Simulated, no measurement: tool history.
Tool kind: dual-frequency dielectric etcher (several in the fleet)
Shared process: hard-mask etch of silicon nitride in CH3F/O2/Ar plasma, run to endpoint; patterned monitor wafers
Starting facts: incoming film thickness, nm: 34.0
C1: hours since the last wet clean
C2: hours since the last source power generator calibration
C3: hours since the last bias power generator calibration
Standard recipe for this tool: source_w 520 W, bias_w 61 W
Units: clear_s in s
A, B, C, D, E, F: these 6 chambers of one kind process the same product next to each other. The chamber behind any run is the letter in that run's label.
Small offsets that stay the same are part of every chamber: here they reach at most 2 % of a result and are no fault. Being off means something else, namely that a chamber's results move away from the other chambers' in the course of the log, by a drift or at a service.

run 1B hour=2.5 | source_w=520 bias_w=61 | C1=279.9 C2=2489.0 C3=159.9 | clear_s=46.502
run 2F hour=6.2 | source_w=520 bias_w=61 | C1=194.4 C2=1559.1 C3=3958.0 | clear_s=47.059
run 3C hour=11.4 | source_w=520 bias_w=61 | C1=366.7 C2=1487.7 C3=1290.1 | clear_s=47.006
run 4E hour=14.1 | source_w=520 bias_w=61 | C1=342.7 C2=1872.1 C3=478.2 | clear_s=46.414
run 5D hour=17.8 | source_w=440 bias_w=48 | C1=559.8 C2=1856.5 C3=1034.5 | clear_s=53.305
-- hour=18.2 chamber D: wet clean of the chamber
run 6A hour=20.8 | source_w=440 bias_w=48 | C1=74.6 C2=1611.8 C3=340.7 | clear_s=54.361
run 7F hour=24.8 | source_w=440 bias_w=48 | C1=213.0 C2=1577.7 C3=3976.6 | clear_s=54.361
-- hour=27.5 chamber E: source power generator calibrated
run 8C hour=27.5 | source_w=440 bias_w=48 | C1=382.8 C2=1503.8 C3=1306.2 | clear_s=53.452
run 9E hour=30.8 | source_w=440 bias_w=48 | C1=359.4 C2=3.3 C3=494.9 | clear_s=53.686
run 10D hour=34.2 | source_w=440 bias_w=48 | C1=16.1 C2=1872.9 C3=1050.9 | clear_s=52.984
run 11B hour=36.9 | source_w=520 bias_w=61 | C1=314.3 C2=2523.4 C3=194.3 | clear_s=46.540
run 12A hour=42.4 | source_w=520 bias_w=61 | C1=96.2 C2=1633.4 C3=362.3 | clear_s=46.550
run 13E hour=45.2 | source_w=520 bias_w=61 | C1=373.8 C2=17.7 C3=509.3 | clear_s=47.351
run 14D hour=47.9 | source_w=400 bias_w=61 | C1=29.8 C2=1886.6 C3=1064.6 | clear_s=51.350
run 15F hour=52.5 | source_w=400 bias_w=61 | C1=240.7 C2=1605.4 C3=4004.3 | clear_s=52.114
run 16A hour=57.1 | source_w=400 bias_w=61 | C1=110.9 C2=1648.1 C3=377.0 | clear_s=51.991
-- hour=59.6 chamber E: wet clean of the chamber
run 17B hour=62.4 | source_w=400 bias_w=61 | C1=339.8 C2=2548.9 C3=219.8 | clear_s=52.586
run 18C hour=67.4 | source_w=400 bias_w=61 | C1=422.7 C2=1543.7 C3=1346.1 | clear_s=51.532
run 19A hour=72.0 | source_w=400 bias_w=61 | C1=125.8 C2=1663.0 C3=391.9 | clear_s=51.902
run 20E hour=77.6 | source_w=520 bias_w=72 | C1=18.0 C2=50.1 C3=541.7 | clear_s=42.210
run 21F hour=81.8 | source_w=520 bias_w=72 | C1=270.0 C2=1634.7 C3=4033.6 | clear_s=44.654
run 22C hour=86.2 | source_w=520 bias_w=72 | C1=441.5 C2=1562.5 C3=1364.9 | clear_s=43.970
run 23B hour=90.5 | source_w=520 bias_w=72 | C1=367.9 C2=2577.0 C3=247.9 | clear_s=43.879
run 24D hour=94.7 | source_w=520 bias_w=72 | C1=76.6 C2=1933.4 C3=1111.4 | clear_s=43.323
run 25B hour=97.6 | source_w=520 bias_w=72 | C1=375.0 C2=2584.1 C3=255.0 | clear_s=44.427
run 26C hour=101.0 | source_w=520 bias_w=61 | C1=456.3 C2=1577.3 C3=1379.7 | clear_s=46.931
run 27F hour=106.1 | source_w=520 bias_w=61 | C1=294.3 C2=1659.0 C3=4057.9 | clear_s=46.375
run 28D hour=109.6 | source_w=400 bias_w=49 | C1=91.5 C2=1948.3 C3=1126.3 | clear_s=54.661
run 29E hour=115.1 | source_w=400 bias_w=49 | C1=55.5 C2=87.6 C3=579.2 | clear_s=52.792
run 30A hour=117.6 | source_w=400 bias_w=49 | C1=171.4 C2=1708.6 C3=437.5 | clear_s=55.520
run 31D hour=120.2 | source_w=400 bias_w=49 | C1=102.1 C2=1958.9 C3=1136.9 | clear_s=55.296
run 32B hour=123.0 | source_w=400 bias_w=49 | C1=400.4 C2=2609.5 C3=280.4 | clear_s=55.355
run 33E hour=128.1 | source_w=400 bias_w=49 | C1=68.5 C2=100.6 C3=592.2 | clear_s=53.574
run 34F hour=132.1 | source_w=520 bias_w=61 | C1=320.3 C2=1685.0 C3=4083.9 | clear_s=47.079
run 35A hour=135.9 | source_w=600 bias_w=61 | C1=189.7 C2=1726.9 C3=455.8 | clear_s=45.061
run 36C hour=139.7 | source_w=600 bias_w=61 | C1=495.0 C2=1616.0 C3=1418.4 | clear_s=44.397
run 37E hour=142.2 | source_w=600 bias_w=61 | C1=82.6 C2=114.7 C3=606.3 | clear_s=42.414
run 38B hour=144.8 | source_w=600 bias_w=61 | C1=422.2 C2=2631.3 C3=302.2 | clear_s=44.981
run 39A hour=148.8 | source_w=600 bias_w=61 | C1=202.6 C2=1739.8 C3=468.7 | clear_s=44.920
run 40C hour=151.8 | source_w=600 bias_w=61 | C1=507.1 C2=1628.1 C3=1430.5 | clear_s=44.447
run 41F hour=157.2 | source_w=520 bias_w=61 | C1=345.4 C2=1710.1 C3=4109.0 | clear_s=47.362

Each of the 6 chambers runs these same settings next. Fill in every chamber's results:
run 42A hour=161.3 | source_w=520 bias_w=61 | clear_s=?
run 42B hour=161.3 | source_w=520 bias_w=61 | clear_s=?
run 42C hour=161.3 | source_w=520 bias_w=61 | clear_s=?
run 42D hour=161.3 | source_w=520 bias_w=61 | clear_s=?
run 42E hour=161.3 | source_w=520 bias_w=61 | clear_s=?
run 42F hour=161.3 | source_w=520 bias_w=61 | clear_s=?

run=42A clear_s=46.561
run=42B clear_s=46.830
run=42C clear_s=46.611
run=42D clear_s=45.626
run=42E clear_s=44.612
run=42F clear_s=47.071
